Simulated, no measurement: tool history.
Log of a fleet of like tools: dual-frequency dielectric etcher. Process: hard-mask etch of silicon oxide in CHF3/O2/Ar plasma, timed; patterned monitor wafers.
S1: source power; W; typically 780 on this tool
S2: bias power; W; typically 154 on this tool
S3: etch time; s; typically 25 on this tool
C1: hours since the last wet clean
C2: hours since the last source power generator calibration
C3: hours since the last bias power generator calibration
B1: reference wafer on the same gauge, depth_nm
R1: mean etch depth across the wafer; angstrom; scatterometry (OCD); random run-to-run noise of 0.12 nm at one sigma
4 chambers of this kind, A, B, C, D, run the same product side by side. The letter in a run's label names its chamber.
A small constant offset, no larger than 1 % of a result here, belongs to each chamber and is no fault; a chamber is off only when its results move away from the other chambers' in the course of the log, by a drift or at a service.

run	hour	S1	S2	S3	C1	C2	C3	B1	R1
1D	8.6	780	154	25	468.2	3033.3	133.9	60.518	522.67
2B	17.9	780	154	25	143.4	2549.4	696.0	60.495	514.22
3A	26.1	780	154	25	487.4	2053.7	1901.6	60.489	511.36
4C	36.1	780	154	25	127.5	1471.5	745.3	60.520	519.53
5A	48.4	780	154	25	509.7	2076.0	1923.9	60.505	515.78
6C	56.8	780	154	25	148.2	1492.2	766.0	60.491	520.00
7D	64.0	780	154	25	523.6	3088.7	189.3	60.513	524.82
8B	69.5	780	154	25	195.0	2601.0	747.6	60.524	515.10
9B	80.8	780	154	25	206.3	2612.3	758.9	60.496	515.72
10C	92.8	780	154	19	184.2	1528.2	802.0	60.504	396.17
11A	98.8	780	154	19	560.1	2126.4	1974.3	60.520	392.28
12D	108.9	780	154	19	568.5	3133.6	234.2	60.534	396.82
13A	119.8	780	154	19	581.1	2147.4	1995.3	60.527	390.60
# hour 123.1: chamber D: wet clean of the chamber
14D	132.3	780	154	25	9.2	3157.0	257.6	60.497	521.84
# hour 137.3: chamber A: wet clean of the chamber
15C	141.0	780	154	25	232.4	1576.4	850.2	60.445	518.13
16B	152.7	780	154	25	278.2	2684.2	830.8	60.529	515.65
17D	164.6	780	169	28	41.5	3189.3	289.9	60.512	602.73
18A	175.9	780	169	28	38.7	2203.5	2051.4	60.498	593.38
19B	187.7	780	169	28	313.2	2719.2	865.8	60.522	594.28
20C	193.7	780	169	28	285.1	1629.1	902.9	60.480	602.52
21B	202.9	780	154	25	328.4	2734.4	881.0	60.496	515.57
22D	213.4	780	154	25	90.3	3238.1	338.7	60.495	522.19
23A	226.0	780	154	25	88.8	2253.6	2101.5	60.487	514.79
24C	231.8	780	154	25	323.2	1667.2	941.0	60.535	522.20
25B	243.7	780	167	25	369.2	2775.2	921.8	60.486	530.36
26A	253.6	780	167	25	116.4	2281.2	2129.1	60.489	528.54
27C	264.8	780	167	25	356.2	1700.2	974.0	60.487	534.42
# hour 272.4: chamber B: source power generator calibrated
28D	276.0	780	167	25	152.9	3300.7	401.3	60.466	535.53
29B	284.5	780	154	25	410.0	12.1	962.6	60.503	515.06
30C	291.6	780	154	25	383.0	1727.0	1000.8	60.507	520.89
31D	301.7	780	154	25	178.6	3326.4	427.0	60.503	523.40
32A	310.9	780	154	25	173.7	2338.5	2186.4	60.492	513.34
33B	321.3	780	154	25	446.8	48.9	999.4	60.472	514.98
34D	331.2	780	154	25	208.1	3355.9	456.5	60.508	524.04
35C	340.2	780	154	25	431.6	1775.6	1049.4	60.503	518.58

Which is it: a chamber that has drifted or been left off by a service, a gauge drift common to all chambers, or only each chamber's usual small offset? If a chamber is off, name it and its likeliest cause.

The fleet is healthy, with each chamber sitting at its usual small offset and no drift in the gauge.

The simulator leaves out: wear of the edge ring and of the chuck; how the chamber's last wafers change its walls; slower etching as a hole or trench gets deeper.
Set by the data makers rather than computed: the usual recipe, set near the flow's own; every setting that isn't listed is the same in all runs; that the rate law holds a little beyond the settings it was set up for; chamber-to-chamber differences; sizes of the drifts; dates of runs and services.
